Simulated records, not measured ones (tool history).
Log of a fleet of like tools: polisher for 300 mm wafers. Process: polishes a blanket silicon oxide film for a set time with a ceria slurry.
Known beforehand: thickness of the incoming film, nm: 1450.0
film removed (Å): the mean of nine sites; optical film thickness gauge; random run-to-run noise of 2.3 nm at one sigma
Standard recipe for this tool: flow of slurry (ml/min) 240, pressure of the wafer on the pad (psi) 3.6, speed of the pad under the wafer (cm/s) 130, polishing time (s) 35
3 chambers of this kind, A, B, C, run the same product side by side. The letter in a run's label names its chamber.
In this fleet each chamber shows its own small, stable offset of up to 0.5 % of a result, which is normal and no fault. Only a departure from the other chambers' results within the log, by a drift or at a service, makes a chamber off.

run	hour	flow of slurry (ml/min)	pressure of the wafer on the pad (psi)	speed of the pad under the wafer (cm/s)	polishing time (s)	wafers polished on this pad	hours since the slurry nozzle was cleaned	hours since the head pressure was calibrated	film removed (Å)
# hour 0.8: chamber A: slurry nozzle cleaned
1A	7.6	240	3.6	130	35	780	6.8	247.5	2020.3
2C	16.2	240	3.6	130	35	290	161.8	241.8	2027.7
3B	21.5	240	3.6	130	35	784	414	309	2054.9
4C	27.1	240	3.6	130	35	395	172.7	252.7	2025.6
5A	35.9	240	3.6	130	35	1051	35.1	275.8	2005.2
6B	40.9	240	3.6	130	35	970	433.4	328.4	2033.2
7B	46.9	240	3.6	130	35	1028	439.4	334.4	2018.6
8C	53.8	240	3.6	130	35	650	199.4	279.4	2000.1
# hour 54.8: chamber C: head pressure recalibrated
# hour 58.2: chamber C: worn pad replaced by a new one
9A	58.5	270	3.6	130	35	1268	57.7	298.4	2043.2
10C	64.5	270	3.6	130	35	61	210.1	9.8	2051.3
# hour 69: chamber A: worn pad replaced by a new one
11A	71.7	270	3.6	130	35	26	70.9	311.6	2090.3
12B	79.9	240	3.6	130	35	1344	472.4	367.4	1974.4
# hour 84.2: chamber B: slurry nozzle cleaned
13A	88.6	240	3.6	130	35	188	87.8	328.5	2049
14C	95.4	240	3.6	130	35	357	241	40.7	2016.7
# hour 101.1: chamber B: worn pad replaced by a new one
15B	103.7	240	3.6	130	35	25	19.5	391.2	1974.1
# hour 105: chamber A: head pressure recalibrated
16C	109.7	240	3.6	130	35	494	255.3	55	2017.3
17A	118.5	240	3.6	130	35	474	117.7	13.6	2004.3
# hour 122.4: chamber C: worn pad replaced by a new one
18B	124.1	240	3.6	100	35	221	39.9	411.6	1503.8
19C	128.6	240	3.6	100	35	59	274.2	73.9	1539.1
20A	134.1	240	3.6	100	35	623	133.3	29.2	1611.8
21B	139.3	240	3.6	130	35	366	55.1	426.8	1906.3
22A	146.7	240	3.6	130	35	744	145.9	41.8	1993.6
23C	155.2	240	3.6	100	44	314	300.8	100.5	1955.5
24B	159.4	240	3.6	100	44	559	75.2	446.9	1814
25B	167	240	3.6	100	44	632	82.8	454.5	1807.7
26A	174	240	3.6	130	35	1006	173.2	69.1	2024.1
27C	178.8	240	3.6	130	35	540	324.4	124.1	2017.4
# hour 181.2: chamber C: worn pad replaced by a new one
28C	186.2	240	3.6	130	35	48	331.8	131.5	2021.1
# hour 190.7: chamber A: worn pad replaced by a new one
29B	194.9	240	3.6	130	35	899	110.7	482.4	1862.6
30A	200.3	240	3.6	130	35	92	199.5	95.4	2047.4
31A	206.1	240	3.6	130	35	147	205.3	101.2	2017.1

All chambers now run identical settings, listed one chamber a line with results as question marks. What results will each chamber show?
32A	212.6	240	2.5	130	35				?
32B	212.6	240	2.5	130	35				?
32C	212.6	240	2.5	130	35				?

run	film removed (Å)
32A	1409.6
32B	1234.2
32C	1422.2

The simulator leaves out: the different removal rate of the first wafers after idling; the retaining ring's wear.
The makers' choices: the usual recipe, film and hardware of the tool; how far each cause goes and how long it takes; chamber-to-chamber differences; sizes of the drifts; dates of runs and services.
